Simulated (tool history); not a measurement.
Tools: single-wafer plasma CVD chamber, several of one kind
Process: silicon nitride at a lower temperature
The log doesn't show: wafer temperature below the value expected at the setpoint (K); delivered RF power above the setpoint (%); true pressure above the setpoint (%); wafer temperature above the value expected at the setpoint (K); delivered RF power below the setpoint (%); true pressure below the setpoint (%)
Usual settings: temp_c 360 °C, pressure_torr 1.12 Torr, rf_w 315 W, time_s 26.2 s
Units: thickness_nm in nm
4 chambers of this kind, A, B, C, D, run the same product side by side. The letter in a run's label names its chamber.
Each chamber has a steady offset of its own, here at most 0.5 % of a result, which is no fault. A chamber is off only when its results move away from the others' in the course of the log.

run   hour  temp_c  pressure_torr  rf_w  time_s  hours since the last thermocouple change  hours since the last RF generator calibration  hours since the last manometer calibration  read-back reference wafer on the same gauge, thickness_nm  thickness_nm
 1A   13.0     360           1.12   315    26.2                                     785.3                                          286.0                                       659.1                                                     31.922        28.477
 2B   20.7     360           1.12   315    26.2                                    2575.5                                           69.4                                       840.7                                                     31.925        28.852
 3C   26.9     360           1.12   315    26.2                                    2495.9                                          966.0                                      1049.6                                                     31.897        28.556
 4D   33.1     360           1.12   315    26.2                                     743.4                                         1549.5                                       229.4                                                     31.910        28.687
      43.3  -- chamber C: thermocouple changed; heater temperature recalibrated
 5B   46.7     360           1.01   315    26.2                                    2601.5                                           95.4                                       866.7                                                     31.918        27.730
 6D   54.3     360           1.01   315    26.2                                     764.6                                         1570.7                                       250.6                                                     31.892        27.602
 7A   61.5     360           1.01   315    26.2                                     833.8                                          334.5                                       707.6                                                     31.929        27.635
 8C   69.0     360           1.01   315    26.2                                      25.8                                         1008.1                                      1091.7                                                     31.917        27.747
 9A   80.4     360           1.12   315    26.2                                     852.7                                          353.4                                       726.5                                                     31.879        28.412
10D   88.8     360           1.12   315    26.2                                     799.1                                         1605.2                                       285.1                                                     31.875        28.368
11C   97.2     368           1.12   315    31.2                                      54.0                                         1036.3                                      1119.9                                                     31.912        34.049
12B  106.9     368           1.12   315    31.2                                    2661.7                                          155.6                                       926.9                                                     31.911        34.334
13C  113.2     368           1.12   315    31.2                                      70.0                                         1052.3                                      1135.9                                                     31.900        33.873
14B  120.0     368           1.12   315    31.2                                    2674.8                                          168.7                                       940.0                                                     31.876        33.985
15A  133.0     367           1.26   315    26.2                                     905.3                                          406.0                                       779.1                                                     31.886        29.638
16D  141.0     367           1.26   315    26.2                                     851.3                                         1657.4                                       337.3                                                     31.929        29.414
17A  152.1     367           1.26   315    26.2                                     924.4                                          425.1                                       798.2                                                     31.861        29.461
18B  162.9     367           1.26   315    26.2                                    2717.7                                          211.6                                       982.9                                                     31.867        29.473
19C  176.0     360           1.12   315    26.2                                     132.8                                         1115.1                                      1198.7                                                     31.917        28.673
20D  184.0     360           1.12   255    26.2                                     894.3                                         1700.4                                       380.3                                                     31.919        24.781
21A  196.8     360           1.12   255    26.2                                     969.1                                          469.8                                       842.9                                                     31.844        24.691
22B  208.4     360           1.12   255    26.2                                    2763.2                                          257.1                                      1028.4                                                     31.879        24.803
23D  220.1     360           1.12   255    26.2                                     930.4                                         1736.5                                       416.4                                                     31.883        24.713
24C  227.9     360           1.12   315    26.2                                     184.7                                         1167.0                                      1250.6                                                     31.909        28.776
25D  234.3     360           1.12   315    26.2                                     944.6                                         1750.7                                       430.6                                                     31.895        28.666
26B  240.8     360           1.12   315    26.2                                    2795.6                                          289.5                                      1060.8                                                     31.911        28.927
27A  251.6     360           1.12   315    26.2                                    1023.9                                          524.6                                       897.7                                                     31.912        28.385
28C  262.8     360           1.12   315    26.2                                     219.6                                         1201.9                                      1285.5                                                     31.931        28.625
     263.0  -- chamber A: capacitance manometer re-zeroed and calibrated
29A  274.6     360           1.12   315    26.2                                    1046.9                                          547.6                                        11.6                                                     31.875        28.301

All 4 chambers run these settings next. Forecast each chamber's results:
30A  284.5     360           1.12   315    21.2                                                                                                                                                                                                             ?
30B  284.5     360           1.12   315    21.2                                                                                                                                                                                                             ?
30C  284.5     360           1.12   315    21.2                                                                                                                                                                                                             ?
30D  284.5     360           1.12   315    21.2                                                                                                                                                                                                             ?

run  thickness_nm
30A        23.185
30B        23.423
30C        22.977
30D        22.900
